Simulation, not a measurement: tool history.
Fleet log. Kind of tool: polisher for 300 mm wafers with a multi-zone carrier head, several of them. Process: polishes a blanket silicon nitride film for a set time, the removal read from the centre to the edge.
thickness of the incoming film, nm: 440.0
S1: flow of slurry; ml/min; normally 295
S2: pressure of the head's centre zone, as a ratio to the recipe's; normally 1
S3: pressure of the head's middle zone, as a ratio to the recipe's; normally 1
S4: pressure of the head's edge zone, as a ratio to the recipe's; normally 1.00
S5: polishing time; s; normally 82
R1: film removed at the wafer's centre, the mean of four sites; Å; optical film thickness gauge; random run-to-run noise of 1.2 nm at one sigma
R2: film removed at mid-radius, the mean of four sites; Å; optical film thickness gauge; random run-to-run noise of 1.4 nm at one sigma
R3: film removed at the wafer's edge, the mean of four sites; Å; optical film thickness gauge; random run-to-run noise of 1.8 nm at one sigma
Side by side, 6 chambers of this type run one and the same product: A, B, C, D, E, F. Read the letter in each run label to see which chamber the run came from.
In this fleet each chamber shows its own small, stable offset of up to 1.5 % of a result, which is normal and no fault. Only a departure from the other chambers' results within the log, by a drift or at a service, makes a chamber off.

run,day,S1,S2,S3,S4,S5,R1,R2,R3
1D,0.508,295,1,1,1.00,82,1332.0,1316.4,1286.5
# day 0.821: chamber C: worn pad replaced by a new one
2C,0.888,295,1,1,1.00,82,1333.6,1298.9,1280.8
# day 1.275: chamber A: worn pad replaced by a new one
3B,1.400,295,1,1,1.00,82,1312.1,1308.1,1334.4
# day 1.417: chamber E: edge zone pressure recalibrated
4F,1.750,295,1,1,1.00,82,1324.1,1309.0,1296.6
5E,2.108,295,1,1,1.00,82,1310.0,1327.9,1328.5
6A,2.579,295,1,1,1.00,82,1322.0,1301.7,1327.0
7F,3.100,295,1,1,1.00,82,1334.9,1315.4,1319.6
# day 3.117: chamber A: centre zone pressure recalibrated
# day 3.442: chamber B: worn pad replaced by a new one
8D,3.575,295,1,1,1.00,82,1319.9,1316.5,1315.0
9E,3.883,295,1,1,1.00,82,1325.9,1319.5,1324.5
10B,4.142,295,1,1,1.00,82,1322.7,1304.1,1357.9
# day 4.308: chamber C: worn pad replaced by a new one
# day 4.400: chamber E: worn pad replaced by a new one
11C,4.621,295,1,1,1.00,82,1326.3,1288.3,1326.7
# day 4.642: chamber D: worn pad replaced by a new one
# day 4.683: chamber F: worn pad replaced by a new one
12A,4.979,295,1,1,1.00,82,1309.8,1329.3,1311.2
# day 5.275: chamber A: slurry nozzle cleaned
13B,5.504,295,1,1,1.00,82,1320.0,1329.7,1290.7
# day 5.608: chamber A: worn pad replaced by a new one
14E,5.775,295,1,1,1.00,82,1310.0,1337.1,1298.1
15A,6.204,295,1,1,1.00,82,1319.8,1326.5,1327.3
16C,6.712,295,1,1,1.00,82,1326.2,1339.2,1304.4
17D,7.046,295,1,1,1.00,82,1324.8,1301.8,1279.1
18F,7.533,295,1,1,0.95,82,1317.8,1315.9,1298.8
# day 7.746: chamber C: worn pad replaced by a new one
# day 7.871: chamber C: centre zone pressure recalibrated
19A,8.021,295,1,1,0.95,82,1313.3,1307.3,1281.0
20C,8.271,295,1,1,0.95,82,1302.4,1316.6,1258.4
21F,8.621,295,1,1,0.95,82,1312.9,1316.8,1317.1
22E,9.167,295,1,1,0.95,82,1333.1,1311.6,1274.9
# day 9.242: chamber E: centre zone pressure recalibrated
23B,9.692,295,1,1,0.95,82,1296.5,1335.3,1286.6
# day 9.754: chamber A: worn pad replaced by a new one
# day 9.758: chamber F: worn pad replaced by a new one
# day 9.888: chamber E: worn pad replaced by a new one
# day 10.017: chamber D: worn pad replaced by a new one
24D,10.029,295,1,1,1.00,82,1304.8,1292.4,1302.4
25A,10.354,295,1,1,1.00,82,1312.4,1314.1,1298.7
# day 10.458: chamber B: worn pad replaced by a new one
# day 10.625: chamber C: slurry nozzle cleaned
26E,10.704,295,1,1,1.00,82,1446.3,1324.5,1296.4
# day 10.717: chamber C: worn pad replaced by a new one
27C,10.958,295,1,1,1.00,82,1308.3,1319.0,1339.8
28F,11.404,295,1,1,1.00,82,1306.5,1343.0,1330.9
29B,11.658,295,1,1,1.00,66,1060.5,1064.7,1074.6
# day 12.038: chamber B: slurry nozzle cleaned
30D,12.079,295,1,1,1.00,66,1071.5,1061.0,1037.9
31F,12.333,295,1,1,1.00,66,1063.6,1045.6,1056.2
# day 12.546: chamber A: edge zone pressure recalibrated
32E,12.754,295,1,1,1.00,66,1170.6,1070.5,1062.1
# day 13.271: chamber B: edge zone pressure recalibrated
# day 13.279: chamber A: worn pad replaced by a new one
33A,13.300,295,1,1,1.00,66,1048.1,1059.3,1069.0
34D,13.825,295,1,1,1.00,66,1060.8,1072.7,1063.3
35C,14.100,295,1,1,1.00,82,1307.8,1308.3,1298.1
# day 14.292: chamber E: worn pad replaced by a new one
36B,14.408,295,1,1,1.00,92,1485.8,1461.5,1495.0
# day 14.521: chamber D: slurry nozzle cleaned
# day 14.542: chamber C: worn pad replaced by a new one
# day 14.917: chamber F: slurry nozzle cleaned
37C,14.950,295,1,1,1.00,92,1495.8,1501.9,1466.4
# day 15.046: chamber F: centre zone pressure recalibrated
38E,15.233,295,1,1,1.00,92,1640.9,1463.9,1495.5
39F,15.629,295,1,1,1.00,92,1461.4,1473.0,1421.2
# day 15.796: chamber D: worn pad replaced by a new one
40B,15.958,295,1,1,1.00,92,1479.3,1507.0,1461.2
41D,16.362,295,1,1,1.00,92,1473.9,1490.8,1463.8
42A,16.662,295,1,1,1.00,82,1307.7,1348.2,1313.6
43D,16.992,295,1,1,1.00,82,1327.2,1320.3,1335.4

Next, all 6 chambers run the settings below, one line each with question marks for the results. What does each chamber give?
44A,17.388,295,1,1,1.09,82,?,?,?
44B,17.388,295,1,1,1.09,82,?,?,?
44C,17.388,295,1,1,1.09,82,?,?,?
44D,17.388,295,1,1,1.09,82,?,?,?
44E,17.388,295,1,1,1.09,82,?,?,?
44F,17.388,295,1,1,1.09,82,?,?,?

run,R1,R2,R3
44A,1304.3,1323.7,1405.1
44B,1306.3,1289.5,1385.8
44C,1336.3,1338.5,1352.5
44D,1331.1,1311.5,1356.5
44E,1450.5,1328.5,1381.1
44F,1337.2,1305.2,1355.6

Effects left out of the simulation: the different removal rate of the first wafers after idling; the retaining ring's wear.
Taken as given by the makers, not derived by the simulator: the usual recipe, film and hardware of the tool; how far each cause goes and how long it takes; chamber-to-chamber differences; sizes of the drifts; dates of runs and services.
